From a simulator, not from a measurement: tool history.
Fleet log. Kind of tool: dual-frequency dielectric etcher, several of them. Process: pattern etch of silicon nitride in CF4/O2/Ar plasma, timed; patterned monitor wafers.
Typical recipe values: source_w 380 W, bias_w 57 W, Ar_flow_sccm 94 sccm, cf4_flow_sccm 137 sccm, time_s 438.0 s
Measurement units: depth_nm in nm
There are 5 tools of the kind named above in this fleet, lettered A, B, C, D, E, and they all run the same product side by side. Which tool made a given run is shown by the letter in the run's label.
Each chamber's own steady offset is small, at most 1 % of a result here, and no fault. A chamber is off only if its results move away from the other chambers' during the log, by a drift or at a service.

run,hour,source_w,bias_w,Ar_flow_sccm,cf4_flow_sccm,time_s,hours since the last wet clean,hours since the last source power generator calibration,hours since the last bias power generator calibration,hours since the last Ar flow controller change,hours since the last CF4 flow controller change,"read-back reference wafer on the same gauge, depth_nm",depth_nm
1A,8.8,380,57,94,137,438.0,260.4,776.8,73.7,1984.7,1193.9,758.99,713.69
2D,25.2,380,57,94,137,438.0,188.9,1434.2,792.1,1965.2,991.2,759.33,723.59
3B,35.0,380,57,94,137,438.0,153.7,1983.1,230.9,2625.0,2597.3,759.35,711.84
4C,47.5,380,57,94,137,438.0,494.6,2818.3,3652.3,1026.4,2037.6,759.44,714.08
# hour 59.8: chamber C: bias power generator calibrated
5E,62.7,380,57,75,107,438.0,255.6,972.8,376.8,636.0,473.6,759.76,719.25
6C,73.3,380,57,75,107,438.0,520.4,2844.1,13.6,1052.2,2063.4,760.03,712.46
7B,84.1,380,57,75,107,438.0,202.8,2032.2,280.0,2674.1,2646.4,759.73,709.13
# hour 99.1: chamber C: wet clean of the chamber
8E,100.1,380,57,75,107,438.0,293.0,1010.2,414.2,673.4,511.0,760.39,716.56
9D,107.4,380,57,75,107,438.0,271.1,1516.4,874.3,2047.4,1073.4,760.49,720.55
10A,118.6,380,57,94,137,438.0,370.2,886.6,183.5,2094.5,1303.7,760.28,713.82
11A,134.1,380,46,94,137,495.5,385.7,902.1,199.0,2110.0,1319.2,760.67,743.41
12B,144.9,380,46,94,137,495.5,263.6,2093.0,340.8,2734.9,2707.2,760.54,746.77
13D,159.2,380,46,94,137,495.5,322.9,1568.2,926.1,2099.2,1125.2,760.50,756.86
14C,168.3,380,46,94,137,495.5,69.3,2939.1,108.6,1147.2,2158.4,760.79,746.08
15E,177.6,380,46,94,137,495.5,370.5,1087.7,491.7,750.9,588.5,761.35,754.12
16E,189.0,380,57,94,137,438.0,381.9,1099.1,503.1,762.3,599.9,761.26,720.62
17B,203.4,380,57,94,137,438.0,322.1,2151.5,399.3,2793.4,2765.7,761.31,712.52
18A,217.4,380,57,94,137,438.0,469.0,985.4,282.3,2193.3,1402.5,761.22,714.33
19C,228.0,380,57,94,137,438.0,129.0,2998.8,168.3,1206.9,2218.1,761.45,716.23
20D,241.2,380,57,94,137,438.0,404.9,1650.2,1008.1,2181.2,1207.2,761.94,726.72
21D,249.8,380,57,94,137,546.5,413.5,1658.8,1016.7,2189.8,1215.8,761.77,905.19
22E,256.9,380,57,94,137,546.5,449.8,1167.0,571.0,830.2,667.8,761.75,899.46
23C,266.1,380,57,94,137,546.5,167.1,3036.9,206.4,1245.0,2256.2,762.16,890.80
24B,276.6,380,57,94,137,546.5,395.3,2224.7,472.5,2866.6,2838.9,761.93,891.75
25A,291.9,380,57,94,137,546.5,543.5,1059.9,356.8,2267.8,1477.0,762.34,892.44
# hour 300.7: chamber E: wet clean of the chamber
26E,301.4,380,57,94,137,438.0,0.7,1211.5,615.5,874.7,712.3,762.46,722.73
27C,310.0,380,57,94,137,438.0,211.0,3080.8,250.3,1288.9,2300.1,762.04,716.61
28A,321.8,380,57,72,137,351.5,573.4,1089.8,386.7,2297.7,1506.9,762.26,589.37
29B,333.1,380,57,72,137,351.5,451.8,2281.2,529.0,2923.1,2895.4,762.96,587.69
# hour 333.2: chamber A: wet clean of the chamber
30D,343.6,380,57,72,137,351.5,507.3,1752.6,1110.5,2283.6,1309.6,762.93,598.09
31A,359.5,380,57,72,137,351.5,26.4,1127.5,424.4,2335.4,1544.6,762.93,588.55
32B,371.9,380,57,72,137,351.5,490.6,2320.0,567.8,2961.9,2934.2,763.58,586.93
33E,387.5,380,57,94,137,438.0,86.8,1297.6,701.6,960.8,798.4,763.32,722.47
34C,395.5,380,57,94,137,438.0,296.5,3166.3,335.8,1374.4,2385.6,763.54,717.28

Decide between three cases: one chamber stands off from its peers, the gauge reading all wafers drifts, or nothing is wrong past each chamber's small offset. Where a chamber is off, say which and what most likely put it there.

The gauge drifts, so all chambers seem to drift together. No chamber is off.
Cause: gauge reads high (%) = 0.598.
